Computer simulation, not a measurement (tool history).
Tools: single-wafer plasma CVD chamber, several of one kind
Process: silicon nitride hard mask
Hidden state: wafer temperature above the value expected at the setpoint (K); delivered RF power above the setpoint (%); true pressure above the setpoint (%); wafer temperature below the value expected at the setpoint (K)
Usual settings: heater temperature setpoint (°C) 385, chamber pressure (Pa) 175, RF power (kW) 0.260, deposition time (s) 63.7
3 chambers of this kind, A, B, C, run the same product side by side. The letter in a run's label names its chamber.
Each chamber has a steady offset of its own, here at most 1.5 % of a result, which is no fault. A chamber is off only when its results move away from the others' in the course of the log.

run	hour	heater temperature setpoint (°C)	chamber pressure (Pa)	RF power (kW)	deposition time (s)	hours since the last thermocouple change	hours since the last RF generator calibration	hours since the last manometer calibration	read-back reference wafer on the same gauge, thickness_nm	mean film thickness on the monitor wafer (nm)
1B	5.3	385	175	0.260	63.7	257.3	1653.7	1791.4	69.026	62.967
# hour 10.6: chamber A: RF generator calibrated
2C	12.7	385	175	0.260	63.7	799.6	901.9	290.3	69.000	63.737
3A	20.6	385	175	0.260	63.7	443.1	10.1	647.2	69.003	63.470
4C	27.9	385	175	0.260	63.7	814.8	917.1	305.5	69.070	63.781
5B	33.9	385	175	0.260	63.7	285.9	1682.3	1820.0	69.075	63.233
6A	41.3	385	175	0.260	63.7	463.8	30.8	667.9	69.071	63.276
7C	45.6	392	175	0.260	63.7	832.5	934.8	323.2	69.082	63.494
8A	50.1	392	175	0.260	63.7	472.6	39.6	676.7	69.091	63.095
9B	57.7	392	175	0.260	63.7	309.7	1706.1	1843.8	69.099	62.999
10B	63.8	385	175	0.260	63.7	315.8	1712.2	1849.9	69.074	63.135
11A	70.0	385	175	0.260	63.7	492.5	59.5	696.6	69.142	63.412
12C	75.4	385	175	0.260	63.7	862.3	964.6	353.0	69.128	63.790
13A	83.0	385	175	0.260	63.7	505.5	72.5	709.6	69.156	63.514
14C	87.3	385	175	0.260	63.7	874.2	976.5	364.9	69.150	63.798
15B	94.0	372	175	0.230	63.7	346.0	1742.4	1880.1	69.170	58.210
16C	101.0	372	175	0.230	63.7	887.9	990.2	378.6	69.162	59.120
17B	104.9	372	175	0.230	63.7	356.9	1753.3	1891.0	69.199	58.264
18A	110.0	385	175	0.260	63.7	532.5	99.5	736.6	69.193	63.466
19B	114.6	385	175	0.260	63.7	366.6	1763.0	1900.7	69.217	63.149
20C	122.0	385	175	0.260	63.7	908.9	1011.2	399.6	69.205	63.836
21A	125.5	385	175	0.260	63.7	548.0	115.0	752.1	69.243	63.439
22B	131.9	393	175	0.260	63.7	383.9	1780.3	1918.0	69.255	63.054
23A	136.2	393	175	0.260	63.7	558.7	125.7	762.8	69.244	63.182
24C	139.6	393	175	0.260	63.7	926.5	1028.8	417.2	69.278	63.715
25A	146.2	385	175	0.260	63.7	568.7	135.7	772.8	69.259	63.442
26C	150.4	385	175	0.260	63.7	937.3	1039.6	428.0	69.294	63.787
27B	156.8	385	175	0.260	63.7	408.8	1805.2	1942.9	69.279	63.385
28C	161.3	385	175	0.240	63.7	948.2	1050.5	438.9	69.278	60.503
29B	165.2	385	175	0.240	63.7	417.2	1813.6	1951.3	69.304	59.833
30A	171.5	385	175	0.240	63.7	594.0	161.0	798.1	69.311	59.908
31B	178.4	385	192	0.235	63.7	430.4	1826.8	1964.5	69.310	60.753
32C	184.3	385	192	0.235	63.7	971.2	1073.5	461.9	69.320	61.482
33A	190.9	385	192	0.235	63.7	613.4	180.4	817.5	69.309	60.942
34C	194.4	385	175	0.260	63.7	981.3	1083.6	472.0	69.348	63.924
35A	197.8	385	175	0.260	63.7	620.3	187.3	824.4	69.348	63.519
36B	202.8	385	175	0.260	63.7	454.8	1851.2	1988.9	69.328	63.292
37B	207.7	385	175	0.260	63.7	459.7	1856.1	1993.8	69.361	63.277
38A	213.0	385	175	0.260	63.7	635.5	202.5	839.6	69.395	63.558
39C	219.6	385	175	0.260	63.7	1006.5	1108.8	497.2	69.402	63.980

All 3 chambers run these settings next. Forecast each chamber's results:
40A	225.2	378	175	0.260	63.7					?
40B	225.2	378	175	0.260	63.7					?
40C	225.2	378	175	0.260	63.7					?

run	mean film thickness on the monitor wafer (nm)
40A	63.727
40B	63.565
40C	64.230
